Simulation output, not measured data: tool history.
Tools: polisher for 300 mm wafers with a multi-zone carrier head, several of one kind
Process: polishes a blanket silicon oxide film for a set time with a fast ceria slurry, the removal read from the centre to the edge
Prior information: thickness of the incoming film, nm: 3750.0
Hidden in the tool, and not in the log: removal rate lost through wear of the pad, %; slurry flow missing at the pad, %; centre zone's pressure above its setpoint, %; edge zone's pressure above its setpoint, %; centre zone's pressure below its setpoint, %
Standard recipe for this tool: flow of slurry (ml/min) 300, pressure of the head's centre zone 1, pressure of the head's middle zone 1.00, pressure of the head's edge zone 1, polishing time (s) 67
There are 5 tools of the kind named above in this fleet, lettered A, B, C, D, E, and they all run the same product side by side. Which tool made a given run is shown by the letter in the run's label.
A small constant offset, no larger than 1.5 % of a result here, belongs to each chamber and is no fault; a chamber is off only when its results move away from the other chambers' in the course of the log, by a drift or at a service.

run   hour  flow of slurry (ml/min)  pressure of the head's centre zone  pressure of the head's middle zone  pressure of the head's edge zone  polishing time (s)  wafers polished on this pad  hours since the slurry nozzle was cleaned  hours since the centre zone pressure was calibrated  hours since the edge zone pressure was calibrated  film removed at the wafer's centre (nm)  film removed at mid-radius (nm)  film removed at the wafer's edge (nm)
 1E    7.3                      300                                   1                                1.00                                 1                  67                           88                                      108.4                                               1287.2                                              544.0                                   734.80                           724.88                                 744.98
 2D   14.2                      300                                   1                                1.00                                 1                  67                          348                                       82.2                                                786.1                                              722.1                                   736.48                           742.43                                 732.94
      16.6  -- chamber E: centre zone pressure recalibrated
 3B   20.8                      300                                   1                                1.00                                 1                  67                          211                                      243.8                                               1374.0                                              727.2                                   726.85                           745.18                                 743.51
 4A   28.3                      300                                   1                                1.00                                 1                  67                          313                                      164.8                                                143.1                                              356.2                                   734.89                           737.30                                 735.92
      30.2  -- chamber C: worn pad replaced by a new one
 5C   37.0                      300                                   1                                1.00                                 1                  67                           55                                      202.1                                                350.5                                              227.4                                   734.63                           758.03                                 734.48
      43.3  -- chamber B: slurry nozzle cleaned
 6C   45.3                      300                                   1                                1.00                                 1                  67                          122                                      210.4                                                358.8                                              235.7                                   738.92                           738.68                                 732.86
 7D   49.6                      300                                   1                                1.00                                 1                  52                          634                                      117.6                                                821.5                                              757.5                                   570.70                           581.03                                 568.79
      51.7  -- chamber E: worn pad replaced by a new one
 8E   55.0                      300                                   1                                1.00                                 1                  52                           26                                      156.1                                                 38.4                                              591.7                                   567.91                           564.55                                 566.76
 9A   63.1                      300                                   1                                1.00                                 1                  52                          594                                      199.6                                                177.9                                              391.0                                   571.41                           579.87                                 572.74
      63.2  -- chamber A: worn pad replaced by a new one
10B   71.3                      300                                   1                                1.00                                 1                  52                          618                                       28.0                                               1424.5                                              777.7                                   564.44                           571.87                                 572.57
11D   79.3                      300                                   1                                1.00                                 1                  52                          874                                      147.3                                                851.2                                              787.2                                   565.42                           569.70                                 564.06
12C   85.7                      300                                   1                                1.00                                 1                  67                          448                                      250.8                                                399.2                                              276.1                                   730.23                           732.73                                 739.35
13E   92.1                      300                                   1                                1.00                                 1                  67                          326                                      193.2                                                 75.5                                              628.8                                   730.85                           727.15                                 730.83
14A   99.4                      300                                   1                                1.00                                 1                  67                          292                                      235.9                                                214.2                                              427.3                                   732.40                           740.40                                 730.72
      99.9  -- chamber A: slurry nozzle cleaned
15B  104.1                      300                                   1                                1.00                                 1                  67                          883                                       60.8                                               1457.3                                              810.5                                   723.96                           740.72                                 743.48
     105.4  -- chamber B: worn pad replaced by a new one
     106.8  -- chamber D: worn pad replaced by a new one
16B  112.3                      300                                   1                                1.09                                 1                  67                           55                                       69.0                                               1465.5                                              818.7                                   726.31                           797.33                                 731.46
     115.6  -- chamber E: worn pad replaced by a new one
     116.2  -- chamber C: edge zone pressure recalibrated
17D  119.4                      300                                   1                                1.09                                 1                  67                          102                                      187.4                                                891.3                                              827.3                                   733.76                           784.64                                 728.96
18E  123.7                      300                                   1                                1.09                                 1                  67                           65                                      224.8                                                107.1                                              660.4                                   718.20                           810.90                                 727.43
     126.2  -- chamber A: worn pad replaced by a new one
19A  129.9                      300                                   1                                1.09                                 1                  67                           29                                       30.0                                                244.7                                              457.8                                   740.66                           785.78                                 732.70
20C  138.8                      300                                   1                                1.09                                 1                  67                          876                                      303.9                                                452.3                                               22.6                                   733.95                           785.47                                 731.28
     141.9  -- chamber C: centre zone pressure recalibrated
21B  144.5                      300                                   1                                1.00                                 1                  67                          315                                      101.2                                               1497.7                                              850.9                                   714.83                           728.15                                 741.30
     146.0  -- chamber D: edge zone pressure recalibrated
22C  149.5                      300                                   1                                0.92                                 1                  67                          963                                      314.6                                                  7.6                                               33.3                                   735.73                           677.17                                 733.93
     152.4  -- chamber B: centre zone pressure recalibrated
23A  158.7                      300                                   1                                0.92                                 1                  67                          262                                       58.8                                                273.5                                              486.6                                   727.43                           680.58                                 739.07
24E  163.3                      300                                   1                                0.92                                 1                  67                          385                                      264.4                                                146.7                                              700.0                                   718.11                           662.40                                 734.05
25D  168.7                      300                                   1                                0.92                                 1                  67                          500                                      236.7                                                940.6                                               22.8                                   728.72                           668.69                                 731.54
     174.9  -- chamber C: slurry nozzle cleaned
26C  177.2                      300                                   1                                0.92                                 1                  67                         1186                                        2.3                                                 35.3                                               61.0                                   725.56                           693.28                                 742.48
     178.6  -- chamber E: worn pad replaced by a new one
27E  185.2                      300                                   1                                1.00                                 1                  67                           53                                      286.3                                                168.6                                              721.9                                   729.04                           727.38                                 737.96
28A  191.7                      300                                   1                                1.00                                 1                  67                          528                                       91.8                                                306.5                                              519.6                                   733.46                           741.94                                 720.24
     193.3  -- chamber C: worn pad replaced by a new one
29B  197.3                      300                                   1                                1.11                                 1                  67                          742                                      154.0                                                 44.9                                              903.7                                   671.23                           813.20                                 736.96
     201.3  -- chamber A: worn pad replaced by a new one
30D  204.7                      300                                   1                                1.11                                 1                  67                          790                                      272.7                                                976.6                                               58.8                                   734.00                           809.19                                 724.06
31D  211.8                      300                                   1                                1.11                                 1                  67                          848                                      279.8                                                983.7                                               65.9                                   737.05                           819.01                                 729.43
32A  216.1                      300                                   1                                1.11                                 1                  67                          119                                      116.2                                                330.9                                              544.0                                   736.19                           814.99                                 714.73
33E  221.6                      300                                   1                                1.11                                 1                  67                          347                                      322.7                                                205.0                                              758.3                                   730.03                           799.49                                 733.12
34B  225.9                      300                                   1                                1.00                                 1                  67                          972                                      182.6                                                 73.5                                              932.3                                   673.00                           727.15                                 741.04
     230.6  -- chamber B: worn pad replaced by a new one
35C  231.1                      300                                   1                                1.00                                 1                  67                          305                                       56.2                                                 89.2                                              114.9                                   740.00                           728.26                                 735.05
36B  238.9                      300                                   1                                1.00                                 1                  67                           67                                      195.6                                                 86.5                                              945.3                                   673.04                           728.96                                 731.63
37A  247.2                      300                                   1                                1.00                                 1                  67                          370                                      147.3                                                362.0                                              575.1                                   742.76                           756.80                                 725.81

What goes on in this fleet: one chamber off, a drifting gauge, or nothing beyond the chambers' own small offsets? Name the chamber and the cause, if any.

Chamber B came out of a service off from its peers and stayed that way.
Cause: centre zone's pressure below its setpoint, % = 5.81.

Here are 4 candidates for chamber B's next run, each the usual settings with a change, their results left as question marks. Which one brings its results back in line with what the others give on the usual settings?
Allowed miss from the other chambers' usual-settings mean, per result, to count as in line: film removed at the wafer's centre (nm) 16.00; film removed at mid-radius (nm) 30.00; film removed at the wafer's edge (nm) 22.00
38B-1  254.0                      290                                0.88                                1.01                              1.05                  66                                                                                                                                                                                                                        ?                                ?                                      ?
38B-2  254.0                      305                                1.07                                0.99                              0.97                  68                                                                                                                                                                                                                        ?                                ?                                      ?
38B-3  254.0                      310                                1.13                                0.98                              0.95                  68                                                                                                                                                                                                                        ?                                ?                                      ?
38B-4  254.0                      295                                0.94                                1.01                              1.02                  66                                                                                                                                                                                                                        ?                                ?                                      ?

The mean the other chambers reach with the usual settings: film removed at the wafer's centre (nm) 733.94; film removed at mid-radius (nm) 736.27; film removed at the wafer's edge (nm) 732.12
  run  film removed at the wafer's centre (nm)  film removed at mid-radius (nm)  film removed at the wafer's edge (nm)
38B-1                                   574.10                           726.14                                 746.30
38B-2                                   738.45                           737.44                                 740.07
38B-3                                   785.15                           731.46                                 733.03
38B-4                                   619.10                           727.22                                 735.67
38B-2 brings the chamber back in line.
